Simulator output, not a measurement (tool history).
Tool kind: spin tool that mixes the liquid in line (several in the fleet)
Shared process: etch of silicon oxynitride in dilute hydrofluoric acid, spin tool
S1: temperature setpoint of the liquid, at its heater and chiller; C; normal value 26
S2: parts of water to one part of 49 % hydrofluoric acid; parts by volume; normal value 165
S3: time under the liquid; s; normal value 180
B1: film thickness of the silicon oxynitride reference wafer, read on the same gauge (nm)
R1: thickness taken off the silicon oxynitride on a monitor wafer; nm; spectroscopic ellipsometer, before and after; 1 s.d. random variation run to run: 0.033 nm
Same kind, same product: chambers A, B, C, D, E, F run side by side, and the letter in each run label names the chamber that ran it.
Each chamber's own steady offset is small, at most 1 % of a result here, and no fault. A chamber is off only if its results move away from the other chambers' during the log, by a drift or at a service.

Run 1C, hour 11.3: usual settings; B1 120.02. Result: R1 5.3849 nm.
Run 2F, hour 18.5: usual settings; B1 120. Result: R1 5.4464 nm.
Run 3E, hour 23.8: usual settings; B1 120. Result: R1 5.3926 nm.
Run 4A, hour 31.8: usual settings; B1 119.98. Result: R1 5.4188 nm.
Run 5B, hour 37.9: usual settings; B1 120. Result: R1 5.4167 nm.
Run 6D, hour 48.4: usual settings; B1 119.97. Result: R1 5.4491 nm.
Run 7E, hour 53.6: usual settings; B1 119.98. Result: R1 5.3896 nm.
Run 8D, hour 64: usual settings; B1 120.04. Result: R1 5.5322 nm.
Run 9C, hour 75.3: usual settings; B1 120.01. Result: R1 5.4087 nm.
Run 10A, hour 82.5: usual settings; B1 119.98. Result: R1 5.4268 nm.
Run 11B, hour 90.8: usual settings; B1 119.97. Result: R1 5.3968 nm.
Run 12F, hour 99.3: usual settings; B1 120.01. Result: R1 5.3373 nm.
Run 13D, hour 108.2: usual settings; B1 120.05. Result: R1 5.4468 nm.
Run 14F, hour 115.1: usual settings; B1 120. Result: R1 5.3697 nm.
Run 15C, hour 126.5: usual settings but S1 28.5 C, S2 225 parts by volume; B1 120.01. Result: R1 4.2682 nm.
Run 16E, hour 136.8: usual settings but S1 28.5 C, S2 225 parts by volume; B1 119.95. Result: R1 4.2196 nm.
Run 17A, hour 145: usual settings but S1 28.5 C, S2 225 parts by volume; B1 119.98. Result: R1 4.2248 nm.
Run 18B, hour 152.8: usual settings but S1 28.5 C, S2 225 parts by volume; B1 120. Result: R1 4.271 nm.
At hour 158.9: chamber F: hydrofluoric acid flow meter replaced.
Run 19A, hour 161.9: usual settings but S1 28.5 C, S2 225 parts by volume; B1 120.03. Result: R1 4.1347 nm.
Run 20B, hour 168.1: usual settings but S1 28.5 C, S2 225 parts by volume; B1 120.01. Result: R1 4.2318 nm.
At hour 177: chamber E: thermometer replaced.
Run 21C, hour 178.1: usual settings; B1 120.01. Result: R1 5.4066 nm.
Run 22D, hour 187: usual settings; B1 120.01. Result: R1 5.3589 nm.
Run 23F, hour 195.2: usual settings; B1 120.03. Result: R1 5.4214 nm.
Run 24E, hour 202.8: usual settings but S1 30.5 C; B1 120.02. Result: R1 6.5399 nm.
Run 25F, hour 209.9: usual settings but S1 30.5 C; B1 119.99. Result: R1 6.5987 nm.
Run 26E, hour 221.1: usual settings but S1 30.5 C; B1 120. Result: R1 6.5487 nm.
Run 27C, hour 228.5: usual settings but S1 30.5 C; B1 119.95. Result: R1 6.5947 nm.
Run 28D, hour 239.7: usual settings but S1 30.5 C; B1 120.01. Result: R1 6.4626 nm.
Run 29B, hour 247.2: usual settings but S1 30.5 C; B1 119.97. Result: R1 6.6652 nm.
Run 30A, hour 253.4: usual settings; B1 120. Result: R1 5.4071 nm.
Run 31C, hour 259.4: usual settings; B1 120.01. Result: R1 5.396 nm.
Run 32A, hour 270.5: usual settings but S1 30.5 C, S2 100 parts by volume; B1 119.94. Result: R1 11.477 nm.
Run 33E, hour 275.5: usual settings but S1 30.5 C, S2 100 parts by volume; B1 120.01. Result: R1 11.672 nm.
Run 34D, hour 283: usual settings but S1 30.5 C, S2 100 parts by volume; B1 119.99. Result: R1 11.163 nm.
Run 35B, hour 288.2: usual settings but S1 30.5 C, S2 100 parts by volume; B1 120.04. Result: R1 11.73 nm.
Run 36F, hour 298.4: usual settings but S1 30.5 C, S2 100 parts by volume; B1 120.01. Result: R1 11.706 nm.
Run 37C, hour 304: usual settings but S1 30.5 C, S2 100 parts by volume; B1 120. Result: R1 11.57 nm.
Run 38A, hour 313.4: usual settings; B1 120.06. Result: R1 5.4272 nm.
Run 39B, hour 324.4: usual settings; B1 120.01. Result: R1 5.4904 nm.
Run 40E, hour 329.9: usual settings; B1 119.97. Result: R1 5.3903 nm.
Run 41D, hour 336.3: usual settings but S1 23 C, S2 105 parts by volume; B1 120.03. Result: R1 7.3284 nm.
Run 42F, hour 347.7: usual settings but S1 23 C, S2 105 parts by volume; B1 119.98. Result: R1 7.7765 nm.

Decide between three cases: one chamber stands off from its peers, the gauge reading all wafers drifts, or nothing is wrong past each chamber's small offset. Where a chamber is off, say which and what most likely put it there.

One chamber, D, drifts off from the rest bit by bit.
What lies behind it: liquid colder than its thermometer reads (K) = 1.48.
The log may not separate it from: hydrofluoric acid flow below the setpoint (%).

Chamber D could run next with any of the 4 candidate recipes listed below; each alters the usual settings, and their results appear as question marks. Which one brings its results back in line with what the other chambers deliver on the usual settings?
Maximum distance from the other chambers' mean on the usual settings for a result to count as in line: R1 0.11 nm
Run 43D-1, hour 355.9: usual settings but S2 175 parts by volume, S3 170 s. Result: R1 ?.
Run 43D-2, hour 355.9: usual settings but S2 155 parts by volume, S3 190 s. Result: R1 ?.
Run 43D-3, hour 355.9: usual settings but S2 160 parts by volume, S3 185 s. Result: R1 ?.
Run 43D-4, hour 355.9: usual settings but S3 170 s. Result: R1 ?.

Average result of the remaining chambers running the usual settings: R1 5.4049 nm
  run      R1
43D-1  4.5079
43D-2  5.7826
43D-3  5.4317
43D-4  4.8203
43D-3 puts the chamber back in line with the other chambers.
